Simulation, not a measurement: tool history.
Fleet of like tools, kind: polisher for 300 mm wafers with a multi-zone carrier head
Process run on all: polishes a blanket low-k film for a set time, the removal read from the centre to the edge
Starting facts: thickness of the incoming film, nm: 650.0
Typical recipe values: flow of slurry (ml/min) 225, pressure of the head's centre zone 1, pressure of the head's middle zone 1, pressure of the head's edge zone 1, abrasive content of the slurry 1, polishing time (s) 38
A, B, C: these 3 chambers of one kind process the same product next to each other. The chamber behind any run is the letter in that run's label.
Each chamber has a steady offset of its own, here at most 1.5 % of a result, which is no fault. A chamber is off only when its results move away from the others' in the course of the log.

run	hour	flow of slurry (ml/min)	pressure of the head's centre zone	pressure of the head's middle zone	pressure of the head's edge zone	abrasive content of the slurry	polishing time (s)	wafers polished on this pad	hours since the slurry nozzle was cleaned	hours since the centre zone pressure was calibrated	hours since the edge zone pressure was calibrated	film removed at the wafer's centre (nm)	film removed at mid-radius (nm)	film removed at the wafer's edge (nm)
# hour 5.1: chamber C: worn pad replaced by a new one
1C	5.8	225	1	1	1	1	38	8	318.9	1082.3	549.8	28.628	28.639	28.451
2B	10.2	225	1	1	1	1	38	138	289.1	805.4	1113.9	28.148	28.783	29.321
3A	16.1	225	1	1	1	1	38	261	572.3	46.4	207.7	28.522	28.43	28.592
4A	20.9	225	1	1	1	1	38	313	577.1	51.2	212.5	28.524	28.33	28.955
5C	25.1	225	1	1	1	1	38	219	338.2	1101.6	569.1	28.779	28.735	28.34
6B	30.6	225	1	1	1	1	38	361	309.5	825.8	1134.3	28.35	28.669	28.779
7A	33.4	225	1	1	1	1	38	450	589.6	63.7	225	28.581	28.226	28.833
8B	37.4	225	1	1	1	1	38	435	316.3	832.6	1141.1	28.121	28.513	29.152
9C	42.6	225	1	1	1	1	38	410	355.7	1119.1	586.6	28.294	28.171	28.439
10B	46.6	225	1	1	1	1	38	536	325.5	841.8	1150.3	27.763	29.167	29.133
# hour 51.5: chamber B: worn pad replaced by a new one
11A	52.2	225	1	1	1	1	38	655	608.4	82.5	243.8	29.057	28.479	28.726
# hour 54.3: chamber A: worn pad replaced by a new one
12C	58.1	225	1	1	1	1	38	579	371.2	1134.6	602.1	28.515	28.209	28.458
# hour 61.2: chamber C: centre zone pressure recalibrated
13B	62.4	225	1	1	1	1	38	119	341.3	857.6	1166.1	27.77	28.786	28.594
# hour 63.1: chamber B: slurry nozzle cleaned
14C	66.5	225	1	1	1	1	38	671	379.6	5.4	610.5	32.507	28.134	28.598
15A	72	225	1	1	1	1	38	194	628.2	102.3	263.6	28.506	28.422	28.209
16C	77.7	225	1	1	1	1	38	794	390.8	16.6	621.7	31.391	28.458	28.132
# hour 78.5: chamber A: slurry nozzle cleaned
17A	81.3	165	1	1	1	1.25	38	295	2.9	111.6	272.9	29.486	30.179	30.262
18B	85.1	165	1	1	1	1.25	38	368	22	880.3	1188.8	29.319	30.297	30.899
19B	88.6	165	1	1	1	1.25	38	406	25.5	883.8	1192.3	29.154	29.384	31.096
20C	94	225	1	1	1	1	38	972	407.1	32.9	638	31.478	28.587	28.34
21A	98.2	225	1	1	1	1	38	480	19.8	128.5	289.8	28.098	28.688	28.888
# hour 98.3: chamber B: worn pad replaced by a new one
22C	101.4	225	1	1	1	1	38	1053	414.5	40.3	645.4	31.642	28.161	27.962
23A	104.9	225	1	1	1	0.9	38	553	26.5	135.2	296.5	27.244	26.754	27.442
# hour 105.8: chamber C: worn pad replaced by a new one
# hour 108.5: chamber B: edge zone pressure recalibrated
24B	110.3	225	1	1	1	0.9	38	131	47.2	905.5	1.9	26.818	27.533	27.65
25B	113.1	225	1	1	1	0.9	38	162	50	908.3	4.7	26.827	27.284	27.84
26C	118.1	225	1	1	1	1	38	134	431.2	57	662.1	31.876	27.925	28.324
# hour 120.8: chamber A: worn pad replaced by a new one
27A	123.1	225	1	1	1	1	38	25	44.7	153.4	314.7	28.256	28.137	28.859
28A	127	225	1	1	1	1	38	68	48.6	157.3	318.6	28.295	29.14	28.814
29C	131.8	225	1	1	1	1	38	284	444.9	70.7	675.8	32.1	28.004	28.139
30B	134.7	225	1	1	1	1	38	398	71.6	929.9	26.3	28.033	28.455	28.751
31A	140	225	1	1	1	1	38	210	61.6	170.3	331.6	28.238	29.21	28.614
32C	142.9	225	1	1	1	1	33	405	456	81.8	686.9	27.451	24.797	24.807
# hour 147.2: chamber B: worn pad replaced by a new one
33B	147.6	225	1	1	1	1	33	4	84.5	942.8	39.2	24.504	25.038	24.975
34B	151	225	1	1	1	1	33	41	87.9	946.2	42.6	24.41	25.177	25.35
35C	157	225	1	1	1	1	38	559	470.1	95.9	701	32.545	28.879	28.282
36A	161.3	225	1	1	1	1	38	442	82.9	191.6	352.9	28.45	28.952	28.645
37C	164	225	1	1	1	1	38	636	477.1	102.9	708	31.528	28.164	28.453
38A	169.9	225	1	1	1	1	38	536	91.5	200.2	361.5	28.361	28.65	29.067
39B	174.9	225	1	1	1	1	38	302	111.8	970.1	66.5	28.133	28.94	28.902
# hour 177.4: chamber A: worn pad replaced by a new one
40A	180.3	225	1	1	1	1	38	31	101.9	210.6	371.9	28.67	28.894	29.112

Read the log: is a single chamber off, either drifting away or since a service, is the gauge that measures every chamber drifting, or is nothing wrong beyond small per-chamber offsets? Name any odd chamber and what most likely caused it.

Chamber C has stood off from the others ever since a service on it.
Cause: centre zone's pressure above its setpoint, % = 11.5.

Which of the 4 candidates below, each the usual settings with something changed and its results left as question marks, puts chamber C back in line with what the other chambers give on the usual settings?
In-line tolerance around the mean of the other chambers on the usual settings: film removed at the wafer's centre (nm) 0.97; film removed at mid-radius (nm) 0.98; film removed at the wafer's edge (nm) 0.91
41C-1	184.6	230	1.05	0.99	0.98	1	38					?	?	?
41C-2	184.6	215	0.89	1.02	1.04	1	38					?	?	?
41C-3	184.6	220	0.95	1.01	1.02	1	38					?	?	?
41C-4	184.6	235	1.11	0.98	0.96	1	38					?	?	?

On the usual settings, the other chambers give on average: film removed at the wafer's centre (nm) 28.304; film removed at mid-radius (nm) 28.655; film removed at the wafer's edge (nm) 28.799
run	film removed at the wafer's centre (nm)	film removed at mid-radius (nm)	film removed at the wafer's edge (nm)
41C-1	33.898	28.345	28.023
41C-2	28.027	28.906	28.731
41C-3	30.208	28.723	28.499
41C-4	36.103	28.148	27.78
The right change is 41C-2: it brings the chamber back within the allowed miss of the others.
